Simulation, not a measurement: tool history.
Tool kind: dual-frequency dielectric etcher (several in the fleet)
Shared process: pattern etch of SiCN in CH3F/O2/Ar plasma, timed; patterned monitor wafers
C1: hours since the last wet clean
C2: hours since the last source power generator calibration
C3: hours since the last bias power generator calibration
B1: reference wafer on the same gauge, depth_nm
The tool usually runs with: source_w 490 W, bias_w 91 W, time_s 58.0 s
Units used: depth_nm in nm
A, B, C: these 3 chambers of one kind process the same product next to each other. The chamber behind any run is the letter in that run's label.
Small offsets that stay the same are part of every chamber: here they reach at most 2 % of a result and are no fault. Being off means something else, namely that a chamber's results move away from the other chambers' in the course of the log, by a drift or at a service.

{"run": "1A", "hour": 12.9, "source_w": 490, "bias_w": 91, "time_s": 58.0, "C1": 197.2, "C2": 2355.9, "C3": 1135.1, "B1": 28.722, "depth_nm": 26.143}
{"run": "2B", "hour": 19.7, "source_w": 490, "bias_w": 91, "time_s": 58.0, "C1": 166.7, "C2": 929.6, "C3": 2829.6, "B1": 28.678, "depth_nm": 25.746}
{"run": "3C", "hour": 30.3, "source_w": 490, "bias_w": 91, "time_s": 58.0, "C1": 382.6, "C2": 257.2, "C3": 1121.5, "B1": 28.667, "depth_nm": 25.606}
{"run": "4A", "hour": 36.2, "source_w": 490, "bias_w": 91, "time_s": 58.0, "C1": 220.5, "C2": 2379.2, "C3": 1158.4, "B1": 28.725, "depth_nm": 26.149}
{"run": "5C", "hour": 46.2, "source_w": 490, "bias_w": 91, "time_s": 58.0, "C1": 398.5, "C2": 273.1, "C3": 1137.4, "B1": 28.671, "depth_nm": 25.875}
{"run": "6B", "hour": 58.8, "source_w": 490, "bias_w": 91, "time_s": 58.0, "C1": 205.8, "C2": 968.7, "C3": 2868.7, "B1": 28.707, "depth_nm": 25.615}
{"run": "7B", "hour": 67.1, "source_w": 490, "bias_w": 91, "time_s": 58.0, "C1": 214.1, "C2": 977.0, "C3": 2877.0, "B1": 28.715, "depth_nm": 25.504}
{"run": "8A", "hour": 74.5, "source_w": 490, "bias_w": 91, "time_s": 64.5, "C1": 258.8, "C2": 2417.5, "C3": 1196.7, "B1": 28.686, "depth_nm": 28.705}
{"run": "9C", "hour": 85.3, "source_w": 490, "bias_w": 91, "time_s": 64.5, "C1": 437.6, "C2": 312.2, "C3": 1176.5, "B1": 28.679, "depth_nm": 28.555}
{"run": "10B", "hour": 92.0, "source_w": 490, "bias_w": 91, "time_s": 64.5, "C1": 239.0, "C2": 1001.9, "C3": 2901.9, "B1": 28.729, "depth_nm": 28.621}
{"run": "11A", "hour": 102.5, "source_w": 490, "bias_w": 91, "time_s": 58.0, "C1": 286.8, "C2": 2445.5, "C3": 1224.7, "B1": 28.685, "depth_nm": 26.158}
{"run": "12C", "hour": 116.2, "source_w": 490, "bias_w": 91, "time_s": 58.0, "C1": 468.5, "C2": 343.1, "C3": 1207.4, "B1": 28.669, "depth_nm": 25.783}
{"run": "13B", "hour": 124.2, "source_w": 490, "bias_w": 91, "time_s": 58.0, "C1": 271.2, "C2": 1034.1, "C3": 2934.1, "B1": 28.714, "depth_nm": 25.522}
{"run": "14C", "hour": 133.2, "source_w": 490, "bias_w": 91, "time_s": 58.0, "C1": 485.5, "C2": 360.1, "C3": 1224.4, "B1": 28.697, "depth_nm": 25.284}
{"run": "15A", "hour": 142.6, "source_w": 490, "bias_w": 91, "time_s": 58.0, "C1": 326.9, "C2": 2485.6, "C3": 1264.8, "B1": 28.677, "depth_nm": 26.109}
{"run": "16A", "hour": 149.6, "source_w": 400, "bias_w": 69, "time_s": 58.0, "C1": 333.9, "C2": 2492.6, "C3": 1271.8, "B1": 28.719, "depth_nm": 21.998}
{"run": "17C", "hour": 162.2, "source_w": 400, "bias_w": 69, "time_s": 58.0, "C1": 514.5, "C2": 389.1, "C3": 1253.4, "B1": 28.655, "depth_nm": 21.089}
{"run": "18B", "hour": 174.5, "source_w": 400, "bias_w": 69, "time_s": 58.0, "C1": 321.5, "C2": 1084.4, "C3": 2984.4, "B1": 28.676, "depth_nm": 21.353}
{"run": "19A", "hour": 188.4, "source_w": 490, "bias_w": 91, "time_s": 65.5, "C1": 372.7, "C2": 2531.4, "C3": 1310.6, "B1": 28.704, "depth_nm": 29.391}
{"run": "20C", "hour": 197.1, "source_w": 490, "bias_w": 91, "time_s": 65.5, "C1": 549.4, "C2": 424.0, "C3": 1288.3, "B1": 28.674, "depth_nm": 27.818}
{"run": "21B", "hour": 205.0, "source_w": 490, "bias_w": 91, "time_s": 65.5, "C1": 352.0, "C2": 1114.9, "C3": 3014.9, "B1": 28.661, "depth_nm": 28.948}
{"run": "22A", "hour": 211.1, "source_w": 490, "bias_w": 91, "time_s": 58.0, "C1": 395.4, "C2": 2554.1, "C3": 1333.3, "B1": 28.668, "depth_nm": 25.729}

The same settings go to every chamber for the next run, one line per chamber below. Forecast the results for each:
{"run": "23A", "hour": 221.0, "source_w": 490, "bias_w": 91, "time_s": 58.0, "depth_nm": "?"}
{"run": "23B", "hour": 221.0, "source_w": 490, "bias_w": 91, "time_s": 58.0, "depth_nm": "?"}
{"run": "23C", "hour": 221.0, "source_w": 490, "bias_w": 91, "time_s": 58.0, "depth_nm": "?"}

run=23A depth_nm=26.069
run=23B depth_nm=25.508
run=23C depth_nm=24.381

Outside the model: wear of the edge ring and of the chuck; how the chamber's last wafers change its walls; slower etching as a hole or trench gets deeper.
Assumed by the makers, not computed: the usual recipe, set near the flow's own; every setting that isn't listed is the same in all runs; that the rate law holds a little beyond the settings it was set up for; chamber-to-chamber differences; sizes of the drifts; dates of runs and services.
